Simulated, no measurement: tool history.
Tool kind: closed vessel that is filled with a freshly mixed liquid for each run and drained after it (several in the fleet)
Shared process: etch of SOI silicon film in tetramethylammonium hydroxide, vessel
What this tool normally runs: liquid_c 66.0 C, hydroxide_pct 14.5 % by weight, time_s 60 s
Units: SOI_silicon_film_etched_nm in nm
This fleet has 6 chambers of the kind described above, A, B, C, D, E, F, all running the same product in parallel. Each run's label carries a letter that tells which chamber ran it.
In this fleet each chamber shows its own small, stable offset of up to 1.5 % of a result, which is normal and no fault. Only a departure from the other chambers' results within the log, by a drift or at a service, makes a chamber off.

| run | hour | liquid_c | hydroxide_pct | time_s | read-back film thickness of the SOI silicon film reference wafer, read on the same gauge (nm) | SOI_silicon_film_etched_nm |
|---|---|---|---|---|---|---|
| 1A | 10.5 | 66.0 | 14.5 | 60 | 69.976 | 293.14 |
| 2E | 20.4 | 66.0 | 14.5 | 60 | 70.015 | 288.53 |
| 3C | 30.0 | 66.0 | 14.5 | 60 | 69.978 | 289.77 |
| 4B | 42.6 | 66.0 | 14.5 | 60 | 69.963 | 292.97 |
| 5D | 58.5 | 66.0 | 14.5 | 60 | 70.016 | 298.86 |
|  | 61.1 | chamber C: hydroxide flow meter replaced |
| 6F | 66.7 | 66.0 | 14.5 | 60 | 69.996 | 291.13 |
| 7E | 78.0 | 66.0 | 14.5 | 60 | 69.985 | 290.59 |
| 8B | 88.8 | 66.0 | 14.5 | 60 | 69.968 | 294.46 |
| 9A | 103.2 | 63.5 | 14.5 | 50 | 69.996 | 208.41 |
|  | 112.0 | chamber C: thermometer replaced |
| 10C | 117.7 | 63.5 | 14.5 | 50 | 69.984 | 206.63 |
| 11F | 126.2 | 63.5 | 14.5 | 50 | 70.003 | 207.17 |
| 12D | 134.4 | 63.5 | 14.5 | 50 | 69.962 | 210.78 |
| 13D | 142.5 | 63.5 | 14.5 | 50 | 70.010 | 212.88 |
| 14B | 154.4 | 63.5 | 14.5 | 50 | 70.002 | 209.65 |
| 15C | 166.9 | 66.0 | 14.5 | 60 | 69.949 | 289.95 |
| 16F | 174.4 | 66.0 | 14.5 | 60 | 69.992 | 289.72 |
| 17A | 184.8 | 66.0 | 14.5 | 60 | 69.992 | 295.52 |
| 18E | 200.5 | 66.0 | 14.5 | 60 | 70.003 | 292.76 |
| 19C | 209.9 | 66.0 | 14.5 | 60 | 69.977 | 286.67 |
| 20D | 221.1 | 66.0 | 14.5 | 60 | 69.971 | 292.26 |
| 21F | 233.0 | 66.0 | 14.5 | 60 | 69.995 | 292.18 |
| 22A | 247.4 | 66.0 | 14.5 | 70 | 69.984 | 343.56 |
| 23E | 257.4 | 66.0 | 14.5 | 70 | 69.970 | 343.07 |
| 24B | 269.5 | 66.0 | 14.5 | 70 | 69.991 | 345.96 |
|  | 284.2 | chamber F: hydroxide flow meter replaced |
| 25E | 284.9 | 66.0 | 14.5 | 70 | 69.997 | 339.90 |
| 26D | 294.0 | 66.0 | 14.5 | 70 | 69.987 | 344.85 |
|  | 300.0 | chamber A: hydroxide flow meter replaced |
| 27A | 306.8 | 66.0 | 14.5 | 70 | 69.963 | 341.85 |
| 28B | 320.4 | 66.0 | 14.5 | 60 | 70.007 | 300.69 |
| 29C | 334.7 | 66.0 | 14.5 | 60 | 70.007 | 289.45 |
| 30F | 345.7 | 66.0 | 14.5 | 60 | 70.012 | 291.32 |
| 31D | 353.5 | 66.0 | 16.0 | 75 | 69.998 | 353.20 |
| 32F | 361.9 | 66.0 | 16.0 | 75 | 70.021 | 350.76 |
| 33C | 371.3 | 66.0 | 16.0 | 75 | 70.015 | 343.10 |
| 34A | 381.7 | 66.0 | 16.0 | 75 | 69.977 | 351.44 |
| 35B | 394.9 | 66.0 | 16.0 | 75 | 70.011 | 368.78 |
| 36E | 403.2 | 66.0 | 16.0 | 75 | 70.004 | 350.10 |
| 37B | 416.1 | 66.0 | 14.5 | 60 | 69.974 | 307.24 |
| 38C | 427.7 | 66.0 | 14.5 | 60 | 69.995 | 290.11 |
| 39D | 443.9 | 66.0 | 14.5 | 60 | 70.014 | 292.72 |
| 40F | 452.0 | 66.0 | 14.5 | 60 | 69.981 | 291.27 |

Next, all 6 chambers run the settings below, one line each with question marks for the results. What does each chamber give?
| 41A | 463.9 | 66.0 | 14.5 | 30 |  | ? |
| 41B | 463.9 | 66.0 | 14.5 | 30 |  | ? |
| 41C | 463.9 | 66.0 | 14.5 | 30 |  | ? |
| 41D | 463.9 | 66.0 | 14.5 | 30 |  | ? |
| 41E | 463.9 | 66.0 | 14.5 | 30 |  | ? |
| 41F | 463.9 | 66.0 | 14.5 | 30 |  | ? |

| run | SOI_silicon_film_etched_nm |
|---|---|
| 41A | 144.81 |
| 41B | 154.91 |
| 41C | 144.45 |
| 41D | 146.71 |
| 41E | 146.80 |
| 41F | 146.53 |
